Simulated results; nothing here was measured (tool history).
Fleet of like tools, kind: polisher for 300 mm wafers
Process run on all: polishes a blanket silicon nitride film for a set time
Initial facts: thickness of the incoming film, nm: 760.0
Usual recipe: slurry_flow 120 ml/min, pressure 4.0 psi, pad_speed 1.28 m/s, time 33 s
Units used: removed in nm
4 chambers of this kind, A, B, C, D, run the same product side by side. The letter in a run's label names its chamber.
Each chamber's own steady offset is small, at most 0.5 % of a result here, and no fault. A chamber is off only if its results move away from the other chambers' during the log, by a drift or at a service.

At hour 3.5: chamber D: slurry nozzle cleaned.
At hour 9.4: chamber B: worn pad replaced by a new one.
Run 1A, hour 10.1: usual settings. Result: removed 70.367 nm.
Run 2B, hour 16.2: usual settings. Result: removed 71.767 nm.
At hour 20.7: chamber C: worn pad replaced by a new one.
Run 3C, hour 22.0: usual settings. Result: removed 69.997 nm.
Run 4D, hour 29.7: usual settings. Result: removed 69.971 nm.
Run 5B, hour 37.1: usual settings. Result: removed 69.535 nm.
Run 6D, hour 46.7: usual settings. Result: removed 71.689 nm.
Run 7C, hour 55.9: usual settings. Result: removed 71.646 nm.
Run 8A, hour 61.5: usual settings. Result: removed 70.230 nm.
At hour 64.8: chamber D: worn pad replaced by a new one.
At hour 66.3: chamber B: worn pad replaced by a new one.
Run 9A, hour 69.7: usual settings but pad_speed 1.00 m/s. Result: removed 59.561 nm.
At hour 78.3: chamber C: worn pad replaced by a new one.
Run 10D, hour 79.5: usual settings but pad_speed 1.00 m/s. Result: removed 57.195 nm.
Run 11B, hour 87.4: usual settings but pad_speed 1.00 m/s. Result: removed 57.930 nm.
Run 12C, hour 93.8: usual settings but pad_speed 1.00 m/s. Result: removed 57.988 nm.
Run 13C, hour 102.7: usual settings but pad_speed 0.98 m/s, time 22 s. Result: removed 37.710 nm.
At hour 107.5: chamber B: slurry nozzle cleaned.
Run 14B, hour 111.5: usual settings but pad_speed 0.98 m/s, time 22 s. Result: removed 38.126 nm.
Run 15D, hour 118.3: usual settings but pad_speed 0.98 m/s, time 22 s. Result: removed 38.355 nm.
Run 16A, hour 125.1: usual settings but pad_speed 0.98 m/s, time 22 s. Result: removed 37.795 nm.
Run 17D, hour 131.6: usual settings. Result: removed 69.915 nm.
At hour 134.9: chamber B: worn pad replaced by a new one.
Run 18B, hour 139.8: usual settings. Result: removed 70.890 nm.
At hour 144.3: chamber D: worn pad replaced by a new one.
At hour 145.4: chamber C: worn pad replaced by a new one.
Run 19C, hour 147.5: usual settings. Result: removed 69.963 nm.
Run 20A, hour 156.0: usual settings. Result: removed 70.323 nm.
Run 21B, hour 161.5: usual settings. Result: removed 70.660 nm.
Run 22C, hour 169.0: usual settings. Result: removed 70.747 nm.
Run 23A, hour 174.5: usual settings. Result: removed 68.039 nm.
Run 24D, hour 184.3: usual settings but pressure 2.8 psi, time 26 s. Result: removed 38.853 nm.
Run 25D, hour 193.1: usual settings but pressure 2.8 psi, time 26 s. Result: removed 38.853 nm.
At hour 193.7: chamber B: worn pad replaced by a new one.
Run 26A, hour 203.2: usual settings but pressure 2.8 psi, time 26 s. Result: removed 37.943 nm.
At hour 205.7: chamber C: worn pad replaced by a new one.
Run 27B, hour 207.8: usual settings but pressure 2.8 psi, time 26 s. Result: removed 38.977 nm.
Run 28C, hour 212.2: usual settings but slurry_flow 100 ml/min. Result: removed 67.633 nm.
Run 29B, hour 217.5: usual settings but slurry_flow 100 ml/min. Result: removed 67.327 nm.
Run 30D, hour 225.1: usual settings but slurry_flow 100 ml/min. Result: removed 67.519 nm.
Run 31C, hour 230.5: usual settings but slurry_flow 100 ml/min. Result: removed 66.819 nm.
At hour 233.1: chamber D: worn pad replaced by a new one.
Run 32A, hour 235.2: usual settings but pressure 2.8 psi. Result: removed 46.748 nm.
Run 33B, hour 243.2: usual settings but pressure 2.8 psi. Result: removed 49.114 nm.
Run 34C, hour 249.7: usual settings but pressure 2.8 psi. Result: removed 49.443 nm.
At hour 253.7: chamber B: worn pad replaced by a new one.
Run 35A, hour 254.9: usual settings but pressure 2.8 psi. Result: removed 47.633 nm.
Run 36D, hour 259.2: usual settings. Result: removed 70.651 nm.
At hour 265.1: chamber A: slurry nozzle cleaned.
Run 37B, hour 267.6: usual settings. Result: removed 70.836 nm.
At hour 274.9: chamber C: worn pad replaced by a new one.
Run 38C, hour 275.1: usual settings. Result: removed 70.521 nm.
Run 39D, hour 281.5: usual settings. Result: removed 70.547 nm.
Run 40A, hour 288.1: usual settings. Result: removed 67.208 nm.
Run 41A, hour 297.5: usual settings. Result: removed 66.495 nm.
Run 42B, hour 305.0: usual settings. Result: removed 70.419 nm.
Run 43C, hour 311.3: usual settings but pressure 3.3 psi. Result: removed 58.485 nm.

Predict what each chamber gives when all 4 of them run the settings below next.
Run 44A, hour 318.6: usual settings but time 22 s. Result: removed ?.
Run 44B, hour 318.6: usual settings but time 22 s. Result: removed ?.
Run 44C, hour 318.6: usual settings but time 22 s. Result: removed ?.
Run 44D, hour 318.6: usual settings but time 22 s. Result: removed ?.

run  removed
44A   43.728
44B   46.823
44C   46.527
44D   46.956
